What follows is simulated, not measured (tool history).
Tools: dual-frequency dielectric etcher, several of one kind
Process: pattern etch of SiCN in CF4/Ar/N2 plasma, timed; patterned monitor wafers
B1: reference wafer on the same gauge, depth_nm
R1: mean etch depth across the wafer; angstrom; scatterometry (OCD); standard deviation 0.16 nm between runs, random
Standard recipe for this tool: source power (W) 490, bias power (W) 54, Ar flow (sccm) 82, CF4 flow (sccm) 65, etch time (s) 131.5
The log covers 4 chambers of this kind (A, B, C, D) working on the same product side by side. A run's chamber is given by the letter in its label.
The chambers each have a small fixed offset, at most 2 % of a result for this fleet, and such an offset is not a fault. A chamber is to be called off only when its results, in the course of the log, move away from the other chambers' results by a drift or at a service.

{"run": "1D", "hour": 3.5, "source power (W)": 490, "bias power (W)": 54, "Ar flow (sccm)": 82, "CF4 flow (sccm)": 65, "etch time (s)": 131.5, "B1": 119.98, "R1": 1127.4}
{"run": "2B", "hour": 6.9, "source power (W)": 490, "bias power (W)": 54, "Ar flow (sccm)": 82, "CF4 flow (sccm)": 65, "etch time (s)": 131.5, "B1": 119.97, "R1": 1109.9}
{"run": "3A", "hour": 10.4, "source power (W)": 490, "bias power (W)": 54, "Ar flow (sccm)": 82, "CF4 flow (sccm)": 65, "etch time (s)": 131.5, "B1": 119.95, "R1": 1129.3}
{"hour": 14.4, "done": "chamber C: CF4 flow controller replaced"}
{"run": "4C", "hour": 15.4, "source power (W)": 490, "bias power (W)": 54, "Ar flow (sccm)": 82, "CF4 flow (sccm)": 65, "etch time (s)": 131.5, "B1": 119.91, "R1": 1134.2}
{"run": "5A", "hour": 19.9, "source power (W)": 490, "bias power (W)": 54, "Ar flow (sccm)": 82, "CF4 flow (sccm)": 65, "etch time (s)": 131.5, "B1": 119.96, "R1": 1125.3}
{"run": "6B", "hour": 22.4, "source power (W)": 490, "bias power (W)": 54, "Ar flow (sccm)": 82, "CF4 flow (sccm)": 65, "etch time (s)": 131.5, "B1": 119.92, "R1": 1109.7}
{"run": "7C", "hour": 25.2, "source power (W)": 490, "bias power (W)": 54, "Ar flow (sccm)": 82, "CF4 flow (sccm)": 65, "etch time (s)": 131.5, "B1": 119.87, "R1": 1134.8}
{"run": "8D", "hour": 28.7, "source power (W)": 490, "bias power (W)": 54, "Ar flow (sccm)": 82, "CF4 flow (sccm)": 65, "etch time (s)": 131.5, "B1": 119.9, "R1": 1128.4}
{"hour": 30.9, "done": "chamber C: wet clean of the chamber"}
{"run": "9A", "hour": 31.3, "source power (W)": 490, "bias power (W)": 54, "Ar flow (sccm)": 82, "CF4 flow (sccm)": 65, "etch time (s)": 131.5, "B1": 119.9, "R1": 1125.3}
{"run": "10D", "hour": 35.9, "source power (W)": 490, "bias power (W)": 54, "Ar flow (sccm)": 82, "CF4 flow (sccm)": 65, "etch time (s)": 159.5, "B1": 119.82, "R1": 1372.1}
{"run": "11B", "hour": 38.3, "source power (W)": 490, "bias power (W)": 54, "Ar flow (sccm)": 82, "CF4 flow (sccm)": 65, "etch time (s)": 159.5, "B1": 119.81, "R1": 1346}
{"run": "12C", "hour": 43.0, "source power (W)": 490, "bias power (W)": 54, "Ar flow (sccm)": 82, "CF4 flow (sccm)": 65, "etch time (s)": 159.5, "B1": 119.82, "R1": 1373.6}
{"run": "13B", "hour": 48.1, "source power (W)": 490, "bias power (W)": 54, "Ar flow (sccm)": 82, "CF4 flow (sccm)": 65, "etch time (s)": 159.5, "B1": 119.79, "R1": 1344.4}
{"run": "14D", "hour": 53.0, "source power (W)": 600, "bias power (W)": 54, "Ar flow (sccm)": 82, "CF4 flow (sccm)": 65, "etch time (s)": 131.5, "B1": 119.76, "R1": 1355.4}
{"run": "15A", "hour": 57.1, "source power (W)": 600, "bias power (W)": 54, "Ar flow (sccm)": 82, "CF4 flow (sccm)": 65, "etch time (s)": 131.5, "B1": 119.76, "R1": 1350}
{"run": "16C", "hour": 62.0, "source power (W)": 600, "bias power (W)": 54, "Ar flow (sccm)": 82, "CF4 flow (sccm)": 65, "etch time (s)": 131.5, "B1": 119.73, "R1": 1350.1}
{"run": "17D", "hour": 65.3, "source power (W)": 600, "bias power (W)": 54, "Ar flow (sccm)": 82, "CF4 flow (sccm)": 65, "etch time (s)": 131.5, "B1": 119.73, "R1": 1358.6}
{"run": "18A", "hour": 68.0, "source power (W)": 490, "bias power (W)": 54, "Ar flow (sccm)": 82, "CF4 flow (sccm)": 65, "etch time (s)": 131.5, "B1": 119.73, "R1": 1121}
{"run": "19C", "hour": 71.9, "source power (W)": 490, "bias power (W)": 54, "Ar flow (sccm)": 82, "CF4 flow (sccm)": 65, "etch time (s)": 131.5, "B1": 119.63, "R1": 1133.2}
{"run": "20B", "hour": 75.5, "source power (W)": 490, "bias power (W)": 54, "Ar flow (sccm)": 82, "CF4 flow (sccm)": 65, "etch time (s)": 131.5, "B1": 119.62, "R1": 1108.8}
{"run": "21D", "hour": 78.8, "source power (W)": 490, "bias power (W)": 54, "Ar flow (sccm)": 82, "CF4 flow (sccm)": 65, "etch time (s)": 131.5, "B1": 119.68, "R1": 1126.8}
{"run": "22B", "hour": 81.7, "source power (W)": 490, "bias power (W)": 54, "Ar flow (sccm)": 82, "CF4 flow (sccm)": 65, "etch time (s)": 131.5, "B1": 119.63, "R1": 1109.1}
{"run": "23A", "hour": 84.4, "source power (W)": 490, "bias power (W)": 54, "Ar flow (sccm)": 82, "CF4 flow (sccm)": 65, "etch time (s)": 131.5, "B1": 119.62, "R1": 1123}
{"run": "24C", "hour": 87.3, "source power (W)": 490, "bias power (W)": 54, "Ar flow (sccm)": 82, "CF4 flow (sccm)": 80, "etch time (s)": 155.5, "B1": 119.63, "R1": 1380.7}
{"run": "25C", "hour": 89.5, "source power (W)": 490, "bias power (W)": 54, "Ar flow (sccm)": 82, "CF4 flow (sccm)": 80, "etch time (s)": 155.5, "B1": 119.59, "R1": 1380.2}
{"run": "26A", "hour": 93.4, "source power (W)": 490, "bias power (W)": 54, "Ar flow (sccm)": 82, "CF4 flow (sccm)": 80, "etch time (s)": 155.5, "B1": 119.58, "R1": 1372}
{"run": "27D", "hour": 97.4, "source power (W)": 490, "bias power (W)": 54, "Ar flow (sccm)": 82, "CF4 flow (sccm)": 80, "etch time (s)": 155.5, "B1": 119.55, "R1": 1374.7}
{"run": "28B", "hour": 102.4, "source power (W)": 490, "bias power (W)": 54, "Ar flow (sccm)": 82, "CF4 flow (sccm)": 65, "etch time (s)": 131.5, "B1": 119.51, "R1": 1106.2}
{"run": "29B", "hour": 105.0, "source power (W)": 490, "bias power (W)": 67, "Ar flow (sccm)": 82, "CF4 flow (sccm)": 65, "etch time (s)": 131.5, "B1": 119.5, "R1": 1187.8}
{"run": "30C", "hour": 109.9, "source power (W)": 490, "bias power (W)": 67, "Ar flow (sccm)": 82, "CF4 flow (sccm)": 65, "etch time (s)": 131.5, "B1": 119.52, "R1": 1212.4}
{"run": "31D", "hour": 114.0, "source power (W)": 490, "bias power (W)": 67, "Ar flow (sccm)": 82, "CF4 flow (sccm)": 65, "etch time (s)": 131.5, "B1": 119.49, "R1": 1207.4}
{"run": "32A", "hour": 117.0, "source power (W)": 490, "bias power (W)": 67, "Ar flow (sccm)": 82, "CF4 flow (sccm)": 65, "etch time (s)": 131.5, "B1": 119.49, "R1": 1208.2}
{"run": "33C", "hour": 120.6, "source power (W)": 490, "bias power (W)": 54, "Ar flow (sccm)": 82, "CF4 flow (sccm)": 65, "etch time (s)": 131.5, "B1": 119.43, "R1": 1129.4}
{"run": "34A", "hour": 124.5, "source power (W)": 490, "bias power (W)": 54, "Ar flow (sccm)": 82, "CF4 flow (sccm)": 74, "etch time (s)": 131.5, "B1": 119.4, "R1": 1147.3}
{"run": "35B", "hour": 128.5, "source power (W)": 490, "bias power (W)": 54, "Ar flow (sccm)": 82, "CF4 flow (sccm)": 74, "etch time (s)": 131.5, "B1": 119.47, "R1": 1127.4}
{"run": "36D", "hour": 133.3, "source power (W)": 490, "bias power (W)": 54, "Ar flow (sccm)": 82, "CF4 flow (sccm)": 74, "etch time (s)": 131.5, "B1": 119.38, "R1": 1150}
{"run": "37D", "hour": 135.6, "source power (W)": 490, "bias power (W)": 54, "Ar flow (sccm)": 82, "CF4 flow (sccm)": 74, "etch time (s)": 131.5, "B1": 119.34, "R1": 1146.9}
{"run": "38C", "hour": 138.0, "source power (W)": 490, "bias power (W)": 66, "Ar flow (sccm)": 82, "CF4 flow (sccm)": 74, "etch time (s)": 131.5, "B1": 119.37, "R1": 1231.2}
{"run": "39A", "hour": 142.2, "source power (W)": 490, "bias power (W)": 66, "Ar flow (sccm)": 82, "CF4 flow (sccm)": 74, "etch time (s)": 131.5, "B1": 119.32, "R1": 1222.4}
{"run": "40B", "hour": 145.3, "source power (W)": 490, "bias power (W)": 66, "Ar flow (sccm)": 82, "CF4 flow (sccm)": 74, "etch time (s)": 131.5, "B1": 119.34, "R1": 1201.7}
{"run": "41D", "hour": 148.7, "source power (W)": 490, "bias power (W)": 66, "Ar flow (sccm)": 82, "CF4 flow (sccm)": 74, "etch time (s)": 131.5, "B1": 119.38, "R1": 1223.2}
{"run": "42C", "hour": 151.6, "source power (W)": 490, "bias power (W)": 54, "Ar flow (sccm)": 82, "CF4 flow (sccm)": 65, "etch time (s)": 131.5, "B1": 119.31, "R1": 1130.3}

The same settings go to every chamber for the next run, one line per chamber below. Forecast the results for each:
{"run": "43A", "hour": 155.3, "source power (W)": 490, "bias power (W)": 54, "Ar flow (sccm)": 97, "CF4 flow (sccm)": 65, "etch time (s)": 131.5, "R1": "?"}
{"run": "43B", "hour": 155.3, "source power (W)": 490, "bias power (W)": 54, "Ar flow (sccm)": 97, "CF4 flow (sccm)": 65, "etch time (s)": 131.5, "R1": "?"}
{"run": "43C", "hour": 155.3, "source power (W)": 490, "bias power (W)": 54, "Ar flow (sccm)": 97, "CF4 flow (sccm)": 65, "etch time (s)": 131.5, "R1": "?"}
{"run": "43D", "hour": 155.3, "source power (W)": 490, "bias power (W)": 54, "Ar flow (sccm)": 97, "CF4 flow (sccm)": 65, "etch time (s)": 131.5, "R1": "?"}

run=43A R1=1089.2
run=43B R1=1077
run=43C R1=1099.2
run=43D R1=1095.3

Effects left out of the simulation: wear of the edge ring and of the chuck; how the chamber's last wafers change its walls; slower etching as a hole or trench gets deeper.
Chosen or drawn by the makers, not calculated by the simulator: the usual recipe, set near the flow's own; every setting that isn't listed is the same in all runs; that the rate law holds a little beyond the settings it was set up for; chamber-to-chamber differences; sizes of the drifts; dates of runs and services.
